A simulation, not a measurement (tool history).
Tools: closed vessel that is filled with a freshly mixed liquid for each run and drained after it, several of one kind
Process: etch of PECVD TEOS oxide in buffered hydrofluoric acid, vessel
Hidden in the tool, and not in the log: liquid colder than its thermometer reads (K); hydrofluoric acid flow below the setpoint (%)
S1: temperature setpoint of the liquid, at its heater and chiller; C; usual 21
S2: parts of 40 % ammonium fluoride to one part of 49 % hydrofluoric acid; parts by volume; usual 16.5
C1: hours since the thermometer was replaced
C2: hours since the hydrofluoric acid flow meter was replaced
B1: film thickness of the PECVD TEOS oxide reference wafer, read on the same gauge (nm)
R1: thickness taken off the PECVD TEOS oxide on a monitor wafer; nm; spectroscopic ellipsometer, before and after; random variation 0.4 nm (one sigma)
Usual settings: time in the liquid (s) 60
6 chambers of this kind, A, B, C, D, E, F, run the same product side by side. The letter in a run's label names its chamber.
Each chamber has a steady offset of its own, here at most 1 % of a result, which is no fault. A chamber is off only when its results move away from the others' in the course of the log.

run 1B day=0.212 | S1=21 S2=16.5 time_in_the_liquid_(s)=60 | C1=276.5 C2=180.4 | B1=39.998 | R1=39.952
run 2E day=0.312 | S1=21 S2=16.5 time_in_the_liquid_(s)=60 | C1=2457 C2=207.3 | B1=39.964 | R1=40.395
run 3A day=0.529 | S1=21 S2=16.5 time_in_the_liquid_(s)=60 | C1=1153.8 C2=1270.5 | B1=40.003 | R1=40.644
run 4D day=0.7 | S1=21 S2=16.5 time_in_the_liquid_(s)=60 | C1=499.1 C2=137.4 | B1=39.979 | R1=40.179
run 5F day=0.883 | S1=21 S2=16.5 time_in_the_liquid_(s)=60 | C1=100.8 C2=2008.5 | B1=40.014 | R1=39.824
run 6C day=1.075 | S1=21 S2=16.5 time_in_the_liquid_(s)=60 | C1=1084.1 C2=974.1 | B1=40.034 | R1=40.732
run 7C day=1.196 | S1=21 S2=16.5 time_in_the_liquid_(s)=60 | C1=1087 C2=977 | B1=40.023 | R1=40.289
run 8E day=1.388 | S1=21 S2=16.5 time_in_the_liquid_(s)=60 | C1=2482.8 C2=233.1 | B1=40.041 | R1=40.688
run 9A day=1.554 | S1=21 S2=16.5 time_in_the_liquid_(s)=60 | C1=1178.4 C2=1295.1 | B1=40 | R1=39.779
run 10D day=1.675 | S1=21 S2=16.5 time_in_the_liquid_(s)=60 | C1=522.5 C2=160.8 | B1=40.027 | R1=39.901
run 11F day=1.858 | S1=21 S2=16.5 time_in_the_liquid_(s)=60 | C1=124.2 C2=2031.9 | B1=40.031 | R1=40.257
run 12B day=2.058 | S1=21 S2=16.5 time_in_the_liquid_(s)=60 | C1=320.8 C2=224.7 | B1=40.002 | R1=40.348
run 13F day=2.258 | S1=21 S2=16.5 time_in_the_liquid_(s)=60 | C1=133.8 C2=2041.5 | B1=40.012 | R1=40.351
run 14B day=2.421 | S1=21 S2=16.5 time_in_the_liquid_(s)=60 | C1=329.5 C2=233.4 | B1=39.965 | R1=40.345
-- day=2.45 chamber C: hydrofluoric acid flow meter replaced
run 15C day=2.629 | S1=21 S2=16.5 time_in_the_liquid_(s)=60 | C1=1121.4 C2=4.4 | B1=39.994 | R1=40.523
run 16D day=2.738 | S1=21 S2=16.5 time_in_the_liquid_(s)=60 | C1=548 C2=186.3 | B1=39.975 | R1=39.281
run 17A day=2.888 | S1=21 S2=16.5 time_in_the_liquid_(s)=60 | C1=1210.4 C2=1327.1 | B1=40.022 | R1=40.51
-- day=3.092 chamber F: hydrofluoric acid flow meter replaced
run 18E day=3.092 | S1=21 S2=16.5 time_in_the_liquid_(s)=60 | C1=2523.7 C2=274 | B1=40 | R1=40.801
run 19A day=3.304 | S1=21 S2=16.5 time_in_the_liquid_(s)=60 | C1=1220.4 C2=1337.1 | B1=39.987 | R1=40.486
run 20D day=3.488 | S1=21 S2=16.5 time_in_the_liquid_(s)=60 | C1=566 C2=204.3 | B1=39.974 | R1=38.829
run 21B day=3.617 | S1=21 S2=16.5 time_in_the_liquid_(s)=60 | C1=358.2 C2=262.1 | B1=40.014 | R1=40.138
run 22E day=3.758 | S1=21 S2=16.5 time_in_the_liquid_(s)=60 | C1=2539.7 C2=290 | B1=40.039 | R1=40.419
run 23C day=3.938 | S1=21 S2=16.5 time_in_the_liquid_(s)=60 | C1=1152.8 C2=35.8 | B1=39.974 | R1=40.597
run 24F day=4.1 | S1=17 S2=16.5 time_in_the_liquid_(s)=45 | C1=178 C2=24.2 | B1=39.968 | R1=24.175
run 25F day=4.279 | S1=17 S2=16.5 time_in_the_liquid_(s)=45 | C1=182.3 C2=28.5 | B1=40.056 | R1=24.561
run 26E day=4.479 | S1=17 S2=16.5 time_in_the_liquid_(s)=45 | C1=2557 C2=307.3 | B1=39.983 | R1=24.209
run 27D day=4.575 | S1=17 S2=16.5 time_in_the_liquid_(s)=45 | C1=592.1 C2=230.4 | B1=40.051 | R1=22.286
run 28A day=4.779 | S1=17 S2=16.5 time_in_the_liquid_(s)=45 | C1=1255.8 C2=1372.5 | B1=40 | R1=24.69
run 29C day=4.933 | S1=17 S2=16.5 time_in_the_liquid_(s)=45 | C1=1176.7 C2=59.7 | B1=39.997 | R1=24.349
run 30B day=5.038 | S1=21 S2=16.5 time_in_the_liquid_(s)=60 | C1=392.3 C2=296.2 | B1=39.996 | R1=39.943
run 31F day=5.179 | S1=21 S2=16.5 time_in_the_liquid_(s)=60 | C1=203.9 C2=50.1 | B1=40.019 | R1=40.391
run 32E day=5.296 | S1=17 S2=22.5 time_in_the_liquid_(s)=60 | C1=2576.6 C2=326.9 | B1=39.996 | R1=25.177
run 33B day=5.483 | S1=17 S2=22.5 time_in_the_liquid_(s)=60 | C1=403 C2=306.9 | B1=39.972 | R1=24.518
run 34C day=5.654 | S1=17 S2=22.5 time_in_the_liquid_(s)=60 | C1=1194 C2=77 | B1=39.952 | R1=24.199
run 35D day=5.8 | S1=17 S2=22.5 time_in_the_liquid_(s)=60 | C1=621.5 C2=259.8 | B1=39.935 | R1=22.711
run 36A day=5.971 | S1=17 S2=22.5 time_in_the_liquid_(s)=60 | C1=1284.4 C2=1401.1 | B1=40.013 | R1=24.449

Next, every chamber runs the same settings. What will each give?
run 37A day=6.129 | S1=21 S2=18.5 time_in_the_liquid_(s)=60 | R1=?
run 37B day=6.129 | S1=21 S2=18.5 time_in_the_liquid_(s)=60 | R1=?
run 37C day=6.129 | S1=21 S2=18.5 time_in_the_liquid_(s)=60 | R1=?
run 37D day=6.129 | S1=21 S2=18.5 time_in_the_liquid_(s)=60 | R1=?
run 37E day=6.129 | S1=21 S2=18.5 time_in_the_liquid_(s)=60 | R1=?
run 37F day=6.129 | S1=21 S2=18.5 time_in_the_liquid_(s)=60 | R1=?

run=37A R1=35.946
run=37B R1=35.93
run=37C R1=36.128
run=37D R1=32.45
run=37E R1=35.592
run=37F R1=36.144
